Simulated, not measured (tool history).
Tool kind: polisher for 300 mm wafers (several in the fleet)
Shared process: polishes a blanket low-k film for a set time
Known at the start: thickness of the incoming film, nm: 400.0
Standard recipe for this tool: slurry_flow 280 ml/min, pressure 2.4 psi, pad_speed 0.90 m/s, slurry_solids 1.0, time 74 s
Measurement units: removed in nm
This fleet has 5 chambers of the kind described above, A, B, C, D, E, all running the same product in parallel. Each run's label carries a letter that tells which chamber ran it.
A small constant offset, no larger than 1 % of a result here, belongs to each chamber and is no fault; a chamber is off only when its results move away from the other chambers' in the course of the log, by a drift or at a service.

run	day	slurry_flow	pressure	pad_speed	slurry_solids	time	wafers polished on this pad	hours since the slurry nozzle was cleaned	hours since the head pressure was calibrated	hours since the slurry blender was calibrated	hours since the conditioning disc was replaced	removed
1E	0.192	280	2.4	0.90	1.0	74	704	449.3	653.9	48.5	136.1	39.477
2B	0.333	280	2.4	0.90	1.0	74	343	387.8	523.3	123.2	195.2	40.005
# day 0.479: chamber D: worn pad replaced by a new one
3C	0.517	280	2.4	0.90	1.0	74	124	94.4	309.6	118.8	82.2	39.607
4D	0.762	280	2.4	0.90	1.0	74	57	105.0	44.0	358.0	179.9	39.311
5A	0.896	280	2.4	0.90	1.0	74	280	65.3	151.9	38.7	224.8	39.913
# day 1.129: chamber B: worn pad replaced by a new one
6C	1.129	280	2.4	0.90	1.0	74	248	109.1	324.3	133.5	96.9	39.424
7D	1.279	280	2.4	0.90	1.0	74	162	117.4	56.4	370.4	192.3	40.246
8A	1.400	280	2.4	0.90	1.0	74	382	77.4	164.0	50.8	236.9	40.276
9B	1.583	280	2.4	0.90	1.0	74	92	417.8	553.3	153.2	225.2	39.560
# day 1.779: chamber D: slurry blender recalibrated
10E	1.792	280	2.4	0.90	1.0	74	1028	487.7	692.3	86.9	174.5	39.684
11A	2.012	280	2.4	0.90	1.0	74	506	92.1	178.7	65.5	251.6	39.461
12D	2.188	280	2.4	0.90	1.0	74	346	139.2	78.2	9.9	214.1	39.804
13C	2.296	280	2.4	0.90	1.0	74	484	137.1	352.3	161.5	124.9	39.839
14E	2.417	280	2.4	0.90	1.0	74	1155	502.7	707.3	101.9	189.5	39.221
# day 2.529: chamber C: slurry blender recalibrated
15B	2.588	280	2.4	0.90	1.0	74	296	441.9	577.4	177.3	249.3	40.205
# day 2.608: chamber E: conditioning disc replaced and pad reconditioned
16E	2.821	280	2.4	0.90	1.0	74	1237	512.4	717.0	111.6	5.2	39.591
# day 2.829: chamber A: worn pad replaced by a new one
# day 2.892: chamber D: worn pad replaced by a new one
17C	3.050	280	2.4	0.90	1.0	74	637	155.2	370.4	12.5	143.0	40.364
18B	3.175	280	2.4	0.90	1.0	85	415	456.0	591.5	191.4	263.4	45.925
19D	3.321	280	2.4	0.90	1.0	85	87	166.4	105.4	37.1	241.3	44.617
# day 3.450: chamber B: slurry blender recalibrated
20A	3.521	280	2.4	0.90	1.0	85	140	128.3	214.9	101.7	287.8	46.443
21A	3.654	280	2.4	0.90	1.0	85	167	131.5	218.1	104.9	291.0	46.141
22D	3.825	280	2.4	0.90	1.0	85	189	178.5	117.5	49.2	253.4	45.627
# day 3.871: chamber C: conditioning disc replaced and pad reconditioned
23E	3.975	280	2.4	0.90	1.0	74	1471	540.1	744.7	139.3	32.9	38.520
# day 4.142: chamber B: worn pad replaced by a new one
# day 4.175: chamber C: worn pad replaced by a new one
24B	4.221	280	2.4	0.90	1.0	74	16	481.1	616.6	18.6	288.5	39.193
# day 4.250: chamber B: head pressure recalibrated
25C	4.362	280	2.4	0.90	1.0	74	38	186.7	401.9	44.0	11.9	40.150
26E	4.542	280	2.4	0.90	1.0	74	1586	553.7	758.3	152.9	46.5	38.666
27C	4.683	280	2.4	0.90	1.0	74	103	194.4	409.6	51.7	19.6	39.695
# day 4.704: chamber B: conditioning disc replaced and pad reconditioned
28D	4.875	280	2.4	0.90	1.0	74	402	203.7	142.7	74.4	278.6	39.674
29A	5.017	280	2.4	0.90	1.0	74	444	164.2	250.8	137.6	323.7	40.103
# day 5.192: chamber C: head pressure recalibrated
30B	5.238	280	2.4	0.90	1.0	74	222	505.5	23.7	43.0	12.8	38.907
31D	5.375	280	2.4	0.90	1.0	74	504	215.7	154.7	86.4	290.6	39.786
32B	5.562	280	2.4	0.90	1.0	74	288	513.3	31.5	50.8	20.6	40.364
33E	5.700	280	2.4	0.90	1.0	74	1821	581.5	786.1	180.7	74.3	36.964
34A	5.812	280	2.4	0.90	1.0	74	605	183.3	269.9	156.7	342.8	39.578
# day 5.871: chamber D: worn pad replaced by a new one
35C	5.979	280	2.4	0.90	1.0	74	365	225.5	19.0	82.8	50.7	39.822
# day 6.100: chamber E: slurry nozzle cleaned
36B	6.117	280	3.0	0.90	1.0	74	400	526.6	44.8	64.1	33.9	50.256
37D	6.275	280	3.0	0.90	1.0	74	82	237.3	176.3	108.0	312.2	49.959
# day 6.367: chamber A: worn pad replaced by a new one
38E	6.492	280	3.0	0.90	1.0	74	1981	9.4	805.1	199.7	93.3	46.294
39A	6.679	280	3.0	0.90	1.0	74	63	204.1	290.7	177.5	363.6	48.458
40C	6.817	280	3.0	0.90	1.0	74	535	245.6	39.1	102.9	70.8	50.032
41C	6.988	370	2.4	0.62	1.0	74	570	249.7	43.2	107.0	74.9	30.011
# day 7.021: chamber B: worn pad replaced by a new one
42D	7.221	370	2.4	0.62	1.0	74	273	260.0	199.0	130.7	334.9	30.454
43B	7.362	370	2.4	0.62	1.0	74	69	556.5	74.7	94.0	63.8	30.464

What goes on in this fleet: one chamber off, a drifting gauge, or nothing beyond the chambers' own small offsets? Name the chamber and the cause, if any.

One chamber, E, drifts off from the rest bit by bit.
Cause: removal rate lost through wear of the pad, % = 9.55.
The log might look much the same if the cause were instead: head's pressure below its setpoint, %; abrasive missing from the slurry, %.

Chamber E could run next with any of the 4 candidate recipes listed below; each alters the usual settings, and their results appear as question marks. Which one brings its results back in line with what the other chambers deliver on the usual settings?
In-line tolerance around the mean of the other chambers on the usual settings: removed 1.500 nm
44E-1	7.542	280	2.4	1.00	1.0	74						?
44E-2	7.542	280	2.6	0.90	1.0	81						?
44E-3	7.542	275	2.4	0.82	1.0	66						?
44E-4	7.542	280	2.4	0.80	1.0	74						?

What the other chambers average on the usual settings: removed 39.750 nm
run	removed
44E-1	39.424
44E-2	43.013
44E-3	30.020
44E-4	33.068
Change 44E-1 lands the chamber within the allowed miss of the other chambers.
